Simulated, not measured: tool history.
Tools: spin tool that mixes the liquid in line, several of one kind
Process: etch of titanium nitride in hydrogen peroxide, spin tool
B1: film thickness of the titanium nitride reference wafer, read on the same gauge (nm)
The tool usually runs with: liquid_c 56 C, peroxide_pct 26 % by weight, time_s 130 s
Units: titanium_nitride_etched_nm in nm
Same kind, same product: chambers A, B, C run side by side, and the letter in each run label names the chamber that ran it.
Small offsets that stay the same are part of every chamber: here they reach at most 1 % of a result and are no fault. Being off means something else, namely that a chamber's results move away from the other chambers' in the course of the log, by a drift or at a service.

{"run": "1B", "hour": 7.3, "liquid_c": 56, "peroxide_pct": 26, "time_s": 130, "B1": 110, "titanium_nitride_etched_nm": 5.2994}
{"run": "2A", "hour": 12.5, "liquid_c": 56, "peroxide_pct": 26, "time_s": 130, "B1": 110.02, "titanium_nitride_etched_nm": 5.277}
{"run": "3C", "hour": 18.1, "liquid_c": 56, "peroxide_pct": 26, "time_s": 130, "B1": 110, "titanium_nitride_etched_nm": 5.2519}
{"run": "4B", "hour": 24.2, "liquid_c": 56, "peroxide_pct": 26, "time_s": 130, "B1": 110.03, "titanium_nitride_etched_nm": 5.3305}
{"run": "5C", "hour": 31.5, "liquid_c": 56, "peroxide_pct": 26, "time_s": 130, "B1": 109.98, "titanium_nitride_etched_nm": 5.2596}
{"run": "6A", "hour": 36.2, "liquid_c": 56, "peroxide_pct": 30, "time_s": 75, "B1": 110.03, "titanium_nitride_etched_nm": 3.1315}
{"run": "7A", "hour": 40.1, "liquid_c": 56, "peroxide_pct": 30, "time_s": 75, "B1": 110.01, "titanium_nitride_etched_nm": 3.2066}
{"run": "8C", "hour": 47.7, "liquid_c": 56, "peroxide_pct": 30, "time_s": 75, "B1": 110.02, "titanium_nitride_etched_nm": 3.1111}
{"run": "9B", "hour": 53.8, "liquid_c": 56, "peroxide_pct": 26, "time_s": 130, "B1": 109.98, "titanium_nitride_etched_nm": 5.2236}
{"run": "10C", "hour": 57.9, "liquid_c": 56, "peroxide_pct": 26, "time_s": 130, "B1": 110.03, "titanium_nitride_etched_nm": 5.217}
{"run": "11B", "hour": 63.0, "liquid_c": 56, "peroxide_pct": 26, "time_s": 130, "B1": 110.02, "titanium_nitride_etched_nm": 5.1934}
{"run": "12A", "hour": 68.3, "liquid_c": 56, "peroxide_pct": 26, "time_s": 130, "B1": 110.02, "titanium_nitride_etched_nm": 5.233}
{"run": "13C", "hour": 76.3, "liquid_c": 56, "peroxide_pct": 26, "time_s": 130, "B1": 110.02, "titanium_nitride_etched_nm": 5.36}
{"run": "14A", "hour": 80.8, "liquid_c": 56, "peroxide_pct": 26, "time_s": 130, "B1": 109.99, "titanium_nitride_etched_nm": 5.2331}
{"run": "15B", "hour": 85.3, "liquid_c": 56, "peroxide_pct": 26, "time_s": 130, "B1": 109.99, "titanium_nitride_etched_nm": 5.2533}
{"run": "16B", "hour": 90.4, "liquid_c": 56, "peroxide_pct": 26, "time_s": 130, "B1": 110, "titanium_nitride_etched_nm": 5.3529}
{"run": "17A", "hour": 95.5, "liquid_c": 56, "peroxide_pct": 26, "time_s": 130, "B1": 109.99, "titanium_nitride_etched_nm": 5.2469}
{"run": "18C", "hour": 100.9, "liquid_c": 56, "peroxide_pct": 26, "time_s": 130, "B1": 109.99, "titanium_nitride_etched_nm": 5.3127}
{"run": "19B", "hour": 105.9, "liquid_c": 56, "peroxide_pct": 26, "time_s": 70, "B1": 109.98, "titanium_nitride_etched_nm": 2.8307}
{"run": "20C", "hour": 113.0, "liquid_c": 56, "peroxide_pct": 26, "time_s": 70, "B1": 110.02, "titanium_nitride_etched_nm": 2.9491}
{"run": "21A", "hour": 118.9, "liquid_c": 56, "peroxide_pct": 26, "time_s": 70, "B1": 110.01, "titanium_nitride_etched_nm": 2.8252}
{"run": "22B", "hour": 126.9, "liquid_c": 56, "peroxide_pct": 26, "time_s": 130, "B1": 110.02, "titanium_nitride_etched_nm": 5.3207}
{"run": "23A", "hour": 133.4, "liquid_c": 56, "peroxide_pct": 26, "time_s": 130, "B1": 109.99, "titanium_nitride_etched_nm": 5.2242}
{"run": "24C", "hour": 138.0, "liquid_c": 56, "peroxide_pct": 26, "time_s": 130, "B1": 110.01, "titanium_nitride_etched_nm": 5.4744}
{"run": "25C", "hour": 145.8, "liquid_c": 56, "peroxide_pct": 26, "time_s": 130, "B1": 110.02, "titanium_nitride_etched_nm": 5.6372}
{"run": "26B", "hour": 153.4, "liquid_c": 56, "peroxide_pct": 26, "time_s": 130, "B1": 109.99, "titanium_nitride_etched_nm": 5.2295}
{"run": "27A", "hour": 158.9, "liquid_c": 56, "peroxide_pct": 30, "time_s": 160, "B1": 109.99, "titanium_nitride_etched_nm": 6.7858}
{"run": "28A", "hour": 164.9, "liquid_c": 56, "peroxide_pct": 30, "time_s": 160, "B1": 109.99, "titanium_nitride_etched_nm": 6.7069}
{"run": "29C", "hour": 172.2, "liquid_c": 56, "peroxide_pct": 30, "time_s": 160, "B1": 110, "titanium_nitride_etched_nm": 7.062}
{"run": "30B", "hour": 179.8, "liquid_c": 56, "peroxide_pct": 26, "time_s": 130, "B1": 110, "titanium_nitride_etched_nm": 5.203}
{"run": "31B", "hour": 186.5, "liquid_c": 56, "peroxide_pct": 22.5, "time_s": 100, "B1": 110, "titanium_nitride_etched_nm": 3.9379}
{"run": "32A", "hour": 190.6, "liquid_c": 56, "peroxide_pct": 22.5, "time_s": 100, "B1": 110.01, "titanium_nitride_etched_nm": 3.8848}
{"run": "33C", "hour": 197.2, "liquid_c": 56, "peroxide_pct": 22.5, "time_s": 100, "B1": 110, "titanium_nitride_etched_nm": 4.1915}
{"run": "34B", "hour": 204.7, "liquid_c": 56, "peroxide_pct": 26, "time_s": 130, "B1": 109.99, "titanium_nitride_etched_nm": 5.2815}
{"hour": 209.5, "done": "chamber C: peroxide flow meter replaced"}
{"run": "35A", "hour": 213.3, "liquid_c": 56, "peroxide_pct": 26, "time_s": 90, "B1": 110.01, "titanium_nitride_etched_nm": 3.6431}
{"run": "36C", "hour": 220.5, "liquid_c": 56, "peroxide_pct": 26, "time_s": 90, "B1": 110.01, "titanium_nitride_etched_nm": 3.9744}
{"run": "37C", "hour": 226.6, "liquid_c": 56, "peroxide_pct": 26, "time_s": 90, "B1": 109.99, "titanium_nitride_etched_nm": 4.0984}
{"run": "38A", "hour": 230.8, "liquid_c": 56, "peroxide_pct": 26, "time_s": 130, "B1": 110, "titanium_nitride_etched_nm": 5.2329}

The same settings go to every chamber for the next run, one line per chamber below. Forecast the results for each:
{"run": "39A", "hour": 237.1, "liquid_c": 56, "peroxide_pct": 26, "time_s": 130, "titanium_nitride_etched_nm": "?"}
{"run": "39B", "hour": 237.1, "liquid_c": 56, "peroxide_pct": 26, "time_s": 130, "titanium_nitride_etched_nm": "?"}
{"run": "39C", "hour": 237.1, "liquid_c": 56, "peroxide_pct": 26, "time_s": 130, "titanium_nitride_etched_nm": "?"}

run=39A titanium_nitride_etched_nm=5.1866
run=39B titanium_nitride_etched_nm=5.2788
run=39C titanium_nitride_etched_nm=5.7677
